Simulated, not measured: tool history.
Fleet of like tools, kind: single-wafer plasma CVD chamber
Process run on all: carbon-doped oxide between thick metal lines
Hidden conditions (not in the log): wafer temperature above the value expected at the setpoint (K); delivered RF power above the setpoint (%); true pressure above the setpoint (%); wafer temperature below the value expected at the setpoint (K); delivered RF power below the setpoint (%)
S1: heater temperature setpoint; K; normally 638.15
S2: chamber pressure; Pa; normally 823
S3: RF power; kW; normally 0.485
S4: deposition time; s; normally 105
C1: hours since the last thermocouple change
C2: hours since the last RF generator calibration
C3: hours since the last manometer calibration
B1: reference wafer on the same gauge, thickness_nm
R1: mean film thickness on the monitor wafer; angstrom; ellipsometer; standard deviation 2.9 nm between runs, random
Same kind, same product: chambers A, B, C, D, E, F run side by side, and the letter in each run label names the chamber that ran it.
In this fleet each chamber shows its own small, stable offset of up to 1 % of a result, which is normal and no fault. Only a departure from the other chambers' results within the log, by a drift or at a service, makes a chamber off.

{"run": "1B", "hour": 9.2, "S1": 638.15, "S2": 823, "S3": 0.485, "S4": 105, "C1": 954.7, "C2": 509.8, "C3": 533, "B1": 496.17, "R1": 5136.1}
{"run": "2D", "hour": 20.9, "S1": 638.15, "S2": 823, "S3": 0.485, "S4": 105, "C1": 251.1, "C2": 686.9, "C3": 325.5, "B1": 495.9, "R1": 5158.3}
{"run": "3F", "hour": 32.9, "S1": 638.15, "S2": 823, "S3": 0.485, "S4": 105, "C1": 1120.1, "C2": 1622.7, "C3": 879.9, "B1": 495.82, "R1": 5186.3}
{"run": "4C", "hour": 38.3, "S1": 638.15, "S2": 823, "S3": 0.485, "S4": 105, "C1": 1332.7, "C2": 461.1, "C3": 986.3, "B1": 495.95, "R1": 5179.3}
{"run": "5E", "hour": 44.1, "S1": 638.15, "S2": 649, "S3": 0.57, "S4": 105, "C1": 1713.9, "C2": 1417.6, "C3": 1043.8, "B1": 495.82, "R1": 5476.2}
{"hour": 52.0, "done": "chamber E: RF generator calibrated"}
{"run": "6A", "hour": 52.5, "S1": 638.15, "S2": 649, "S3": 0.57, "S4": 105, "C1": 2084, "C2": 1295.1, "C3": 1037.6, "B1": 495.88, "R1": 5551.6}
{"run": "7A", "hour": 62.9, "S1": 638.15, "S2": 649, "S3": 0.57, "S4": 105, "C1": 2094.4, "C2": 1305.5, "C3": 1048, "B1": 496.3, "R1": 5498.7}
{"run": "8D", "hour": 73.7, "S1": 638.15, "S2": 649, "S3": 0.57, "S4": 105, "C1": 303.9, "C2": 739.7, "C3": 378.3, "B1": 496.37, "R1": 5432.5}
{"hour": 74.2, "done": "chamber F: capacitance manometer re-zeroed and calibrated"}
{"run": "9B", "hour": 80.3, "S1": 638.15, "S2": 649, "S3": 0.57, "S4": 105, "C1": 1025.8, "C2": 580.9, "C3": 604.1, "B1": 495.64, "R1": 5500.1}
{"run": "10E", "hour": 91.6, "S1": 638.15, "S2": 649, "S3": 0.57, "S4": 105, "C1": 1761.4, "C2": 39.6, "C3": 1091.3, "B1": 495.16, "R1": 5509.3}
{"run": "11F", "hour": 101.5, "S1": 638.15, "S2": 823, "S3": 0.485, "S4": 105, "C1": 1188.7, "C2": 1691.3, "C3": 27.3, "B1": 495.78, "R1": 5189}
{"run": "12C", "hour": 113.5, "S1": 638.15, "S2": 823, "S3": 0.485, "S4": 105, "C1": 1407.9, "C2": 536.3, "C3": 1061.5, "B1": 496.72, "R1": 5159.5}
{"run": "13D", "hour": 119.6, "S1": 638.15, "S2": 823, "S3": 0.485, "S4": 105, "C1": 349.8, "C2": 785.6, "C3": 424.2, "B1": 495.7, "R1": 5043.5}
{"run": "14F", "hour": 125.1, "S1": 638.15, "S2": 823, "S3": 0.485, "S4": 105, "C1": 1212.3, "C2": 1714.9, "C3": 50.9, "B1": 496.49, "R1": 5175.2}
{"run": "15E", "hour": 134.9, "S1": 638.15, "S2": 823, "S3": 0.485, "S4": 105, "C1": 1804.7, "C2": 82.9, "C3": 1134.6, "B1": 495.69, "R1": 5177.2}
{"hour": 142.9, "done": "chamber A: RF generator calibrated"}
{"run": "16B", "hour": 146.0, "S1": 631.15, "S2": 823, "S3": 0.485, "S4": 118, "C1": 1091.5, "C2": 646.6, "C3": 669.8, "B1": 496.69, "R1": 5860.3}
{"run": "17A", "hour": 154.8, "S1": 631.15, "S2": 823, "S3": 0.485, "S4": 118, "C1": 2186.3, "C2": 12, "C3": 1139.9, "B1": 495.74, "R1": 5883.5}
{"hour": 155.9, "done": "chamber C: capacitance manometer re-zeroed and calibrated"}
{"run": "18C", "hour": 162.8, "S1": 631.15, "S2": 823, "S3": 0.485, "S4": 118, "C1": 1457.2, "C2": 585.6, "C3": 6.9, "B1": 496.07, "R1": 5895.3}
{"run": "19E", "hour": 173.8, "S1": 631.15, "S2": 823, "S3": 0.485, "S4": 118, "C1": 1843.6, "C2": 121.8, "C3": 1173.5, "B1": 496.08, "R1": 5863}
{"run": "20D", "hour": 183.8, "S1": 631.15, "S2": 823, "S3": 0.485, "S4": 118, "C1": 414, "C2": 849.8, "C3": 488.4, "B1": 496.73, "R1": 5698.5}
{"run": "21C", "hour": 192.1, "S1": 631.15, "S2": 823, "S3": 0.485, "S4": 118, "C1": 1486.5, "C2": 614.9, "C3": 36.2, "B1": 495.66, "R1": 5923.3}
{"run": "22A", "hour": 201.4, "S1": 638.15, "S2": 823, "S3": 0.485, "S4": 114, "C1": 2232.9, "C2": 58.6, "C3": 1186.5, "B1": 496.7, "R1": 5591.5}
{"run": "23F", "hour": 208.4, "S1": 638.15, "S2": 823, "S3": 0.485, "S4": 114, "C1": 1295.6, "C2": 1798.2, "C3": 134.2, "B1": 495.78, "R1": 5652.5}
{"run": "24B", "hour": 215.7, "S1": 638.15, "S2": 823, "S3": 0.485, "S4": 114, "C1": 1161.2, "C2": 716.3, "C3": 739.5, "B1": 496.35, "R1": 5597.9}
{"run": "25A", "hour": 225.7, "S1": 638.15, "S2": 823, "S3": 0.485, "S4": 114, "C1": 2257.2, "C2": 82.9, "C3": 1210.8, "B1": 496.18, "R1": 5615.7}
{"run": "26D", "hour": 233.8, "S1": 638.15, "S2": 823, "S3": 0.485, "S4": 114, "C1": 464, "C2": 899.8, "C3": 538.4, "B1": 495.4, "R1": 5393.6}
{"run": "27C", "hour": 241.7, "S1": 638.15, "S2": 823, "S3": 0.485, "S4": 114, "C1": 1536.1, "C2": 664.5, "C3": 85.8, "B1": 495.93, "R1": 5612.9}
{"run": "28F", "hour": 253.4, "S1": 638.15, "S2": 823, "S3": 0.485, "S4": 105, "C1": 1340.6, "C2": 1843.2, "C3": 179.2, "B1": 495.91, "R1": 5179.1}
{"run": "29E", "hour": 261.1, "S1": 638.15, "S2": 823, "S3": 0.485, "S4": 105, "C1": 1930.9, "C2": 209.1, "C3": 1260.8, "B1": 495.56, "R1": 5123.4}
{"hour": 270.6, "done": "chamber A: thermocouple changed; heater temperature recalibrated"}
{"hour": 272.1, "done": "chamber A: capacitance manometer re-zeroed and calibrated"}
{"run": "30B", "hour": 272.6, "S1": 638.15, "S2": 823, "S3": 0.485, "S4": 105, "C1": 1218.1, "C2": 773.2, "C3": 796.4, "B1": 495.88, "R1": 5147.1}
{"run": "31F", "hour": 281.8, "S1": 638.15, "S2": 823, "S3": 0.485, "S4": 105, "C1": 1369, "C2": 1871.6, "C3": 207.6, "B1": 496.54, "R1": 5224.8}
{"run": "32D", "hour": 291.0, "S1": 638.15, "S2": 823, "S3": 0.485, "S4": 105, "C1": 521.2, "C2": 957, "C3": 595.6, "B1": 495.36, "R1": 4838.2}
{"run": "33A", "hour": 299.4, "S1": 638.15, "S2": 957, "S3": 0.485, "S4": 105, "C1": 28.8, "C2": 156.6, "C3": 27.4, "B1": 496.29, "R1": 5311}
{"run": "34E", "hour": 307.6, "S1": 638.15, "S2": 957, "S3": 0.485, "S4": 105, "C1": 1977.4, "C2": 255.6, "C3": 1307.3, "B1": 496.46, "R1": 5234.4}
{"run": "35B", "hour": 319.2, "S1": 638.15, "S2": 957, "S3": 0.485, "S4": 105, "C1": 1264.7, "C2": 819.8, "C3": 843, "B1": 496.51, "R1": 5272.9}
{"run": "36C", "hour": 331.1, "S1": 638.15, "S2": 957, "S3": 0.485, "S4": 105, "C1": 1625.5, "C2": 753.9, "C3": 175.2, "B1": 495.43, "R1": 5226.9}

Next, every chamber runs the same settings. What will each give?
{"run": "37A", "hour": 339.9, "S1": 638.15, "S2": 823, "S3": 0.485, "S4": 105, "R1": "?"}
{"run": "37B", "hour": 339.9, "S1": 638.15, "S2": 823, "S3": 0.485, "S4": 105, "R1": "?"}
{"run": "37C", "hour": 339.9, "S1": 638.15, "S2": 823, "S3": 0.485, "S4": 105, "R1": "?"}
{"run": "37D", "hour": 339.9, "S1": 638.15, "S2": 823, "S3": 0.485, "S4": 105, "R1": "?"}
{"run": "37E", "hour": 339.9, "S1": 638.15, "S2": 823, "S3": 0.485, "S4": 105, "R1": "?"}
{"run": "37F", "hour": 339.9, "S1": 638.15, "S2": 823, "S3": 0.485, "S4": 105, "R1": "?"}

run=37A R1=5188.4
run=37B R1=5167.8
run=37C R1=5206
run=37D R1=4873.2
run=37E R1=5211.1
run=37F R1=5219.6

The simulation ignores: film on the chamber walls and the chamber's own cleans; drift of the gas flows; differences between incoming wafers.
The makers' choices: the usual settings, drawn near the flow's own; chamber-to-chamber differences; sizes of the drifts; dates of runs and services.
